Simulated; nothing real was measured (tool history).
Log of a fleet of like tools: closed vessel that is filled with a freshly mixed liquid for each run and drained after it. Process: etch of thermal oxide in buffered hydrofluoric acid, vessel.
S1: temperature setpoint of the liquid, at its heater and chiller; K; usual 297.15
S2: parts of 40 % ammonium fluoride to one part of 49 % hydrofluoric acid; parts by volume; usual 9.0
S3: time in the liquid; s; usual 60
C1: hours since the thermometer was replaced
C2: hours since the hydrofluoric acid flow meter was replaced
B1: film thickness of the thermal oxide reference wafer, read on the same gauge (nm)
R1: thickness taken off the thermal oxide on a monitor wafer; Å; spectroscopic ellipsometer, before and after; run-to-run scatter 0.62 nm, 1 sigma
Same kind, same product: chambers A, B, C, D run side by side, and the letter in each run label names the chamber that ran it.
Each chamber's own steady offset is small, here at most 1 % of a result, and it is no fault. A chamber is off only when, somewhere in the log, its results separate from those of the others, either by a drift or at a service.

{"run": "1A", "hour": 5.4, "S1": 297.15, "S2": 9.0, "S3": 60, "C1": 871.0, "C2": 144.8, "B1": 39.993, "R1": 758.46}
{"run": "2C", "hour": 8.5, "S1": 297.15, "S2": 9.0, "S3": 60, "C1": 1573.2, "C2": 1284.1, "B1": 39.996, "R1": 758.19}
{"run": "3B", "hour": 14.4, "S1": 297.15, "S2": 9.0, "S3": 60, "C1": 401.7, "C2": 315.8, "B1": 39.972, "R1": 752.18}
{"run": "4D", "hour": 17.2, "S1": 297.15, "S2": 9.0, "S3": 60, "C1": 479.1, "C2": 249.4, "B1": 39.976, "R1": 752.07}
{"hour": 17.5, "done": "chamber A: thermometer replaced"}
{"run": "5C", "hour": 22.0, "S1": 297.15, "S2": 9.0, "S3": 60, "C1": 1586.7, "C2": 1297.6, "B1": 39.991, "R1": 747.29}
{"run": "6B", "hour": 26.2, "S1": 297.15, "S2": 11.0, "S3": 50, "C1": 413.5, "C2": 327.6, "B1": 39.977, "R1": 544.8}
{"run": "7A", "hour": 29.1, "S1": 297.15, "S2": 11.0, "S3": 50, "C1": 11.7, "C2": 168.5, "B1": 39.978, "R1": 541.67}
{"run": "8D", "hour": 33.7, "S1": 297.15, "S2": 11.0, "S3": 50, "C1": 495.6, "C2": 265.9, "B1": 39.993, "R1": 530.66}
{"run": "9B", "hour": 37.5, "S1": 297.15, "S2": 11.0, "S3": 50, "C1": 424.8, "C2": 338.9, "B1": 40.007, "R1": 537.7}
{"run": "10C", "hour": 42.8, "S1": 297.15, "S2": 9.0, "S3": 60, "C1": 1607.5, "C2": 1318.4, "B1": 39.964, "R1": 755.7}
{"run": "11A", "hour": 48.5, "S1": 297.15, "S2": 12.0, "S3": 80, "C1": 31.1, "C2": 187.9, "B1": 39.992, "R1": 788.67}
{"run": "12D", "hour": 52.0, "S1": 297.15, "S2": 12.0, "S3": 80, "C1": 513.9, "C2": 284.2, "B1": 40.039, "R1": 784.74}
{"run": "13B", "hour": 57.6, "S1": 297.15, "S2": 12.0, "S3": 80, "C1": 444.9, "C2": 359.0, "B1": 39.979, "R1": 794.19}
{"run": "14D", "hour": 61.3, "S1": 297.15, "S2": 12.0, "S3": 80, "C1": 523.2, "C2": 293.5, "B1": 39.999, "R1": 775.72}
{"run": "15C", "hour": 65.0, "S1": 297.15, "S2": 9.0, "S3": 60, "C1": 1629.7, "C2": 1340.6, "B1": 40.031, "R1": 768.39}
{"run": "16A", "hour": 70.7, "S1": 300.15, "S2": 9.0, "S3": 80, "C1": 53.3, "C2": 210.1, "B1": 39.979, "R1": 1179.2}
{"run": "17B", "hour": 76.9, "S1": 300.15, "S2": 9.0, "S3": 80, "C1": 464.2, "C2": 378.3, "B1": 39.944, "R1": 1167.4}
{"run": "18A", "hour": 81.9, "S1": 300.15, "S2": 9.0, "S3": 80, "C1": 64.5, "C2": 221.3, "B1": 39.986, "R1": 1174.7}
{"run": "19D", "hour": 86.4, "S1": 300.15, "S2": 9.0, "S3": 80, "C1": 548.3, "C2": 318.6, "B1": 40.003, "R1": 1180.9}
{"run": "20C", "hour": 91.4, "S1": 297.15, "S2": 9.0, "S3": 60, "C1": 1656.1, "C2": 1367.0, "B1": 39.955, "R1": 773.87}
{"run": "21A", "hour": 97.0, "S1": 297.15, "S2": 9.0, "S3": 60, "C1": 79.6, "C2": 236.4, "B1": 39.978, "R1": 755.56}
{"run": "22D", "hour": 102.6, "S1": 297.15, "S2": 9.0, "S3": 60, "C1": 564.5, "C2": 334.8, "B1": 39.974, "R1": 744.95}
{"run": "23B", "hour": 106.8, "S1": 297.15, "S2": 9.0, "S3": 60, "C1": 494.1, "C2": 408.2, "B1": 39.975, "R1": 749.48}
{"run": "24C", "hour": 109.5, "S1": 297.15, "S2": 9.0, "S3": 60, "C1": 1674.2, "C2": 1385.1, "B1": 39.981, "R1": 781.03}
{"run": "25C", "hour": 112.3, "S1": 297.15, "S2": 9.0, "S3": 85, "C1": 1677.0, "C2": 1387.9, "B1": 40.016, "R1": 1113.4}
{"run": "26B", "hour": 115.4, "S1": 297.15, "S2": 9.0, "S3": 85, "C1": 502.7, "C2": 416.8, "B1": 39.965, "R1": 1067.0}
{"run": "27A", "hour": 120.3, "S1": 297.15, "S2": 9.0, "S3": 85, "C1": 102.9, "C2": 259.7, "B1": 39.988, "R1": 1078.5}
{"run": "28D", "hour": 123.1, "S1": 297.15, "S2": 9.0, "S3": 85, "C1": 585.0, "C2": 355.3, "B1": 40.001, "R1": 1057.8}
{"run": "29C", "hour": 128.4, "S1": 297.15, "S2": 9.0, "S3": 60, "C1": 1693.1, "C2": 1404.0, "B1": 39.928, "R1": 788.47}
{"run": "30B", "hour": 132.9, "S1": 297.15, "S2": 9.0, "S3": 60, "C1": 520.2, "C2": 434.3, "B1": 40.016, "R1": 762.48}
{"run": "31D", "hour": 137.2, "S1": 297.15, "S2": 9.0, "S3": 60, "C1": 599.1, "C2": 369.4, "B1": 40.026, "R1": 758.78}

Next, every chamber runs the same settings. What will each give?
{"run": "32A", "hour": 141.7, "S1": 297.15, "S2": 6.5, "S3": 60, "R1": "?"}
{"run": "32B", "hour": 141.7, "S1": 297.15, "S2": 6.5, "S3": 60, "R1": "?"}
{"run": "32C", "hour": 141.7, "S1": 297.15, "S2": 6.5, "S3": 60, "R1": "?"}
{"run": "32D", "hour": 141.7, "S1": 297.15, "S2": 6.5, "S3": 60, "R1": "?"}

run=32A R1=1067.80
run=32B R1=1065.20
run=32C R1=1111.10
run=32D R1=1051.10
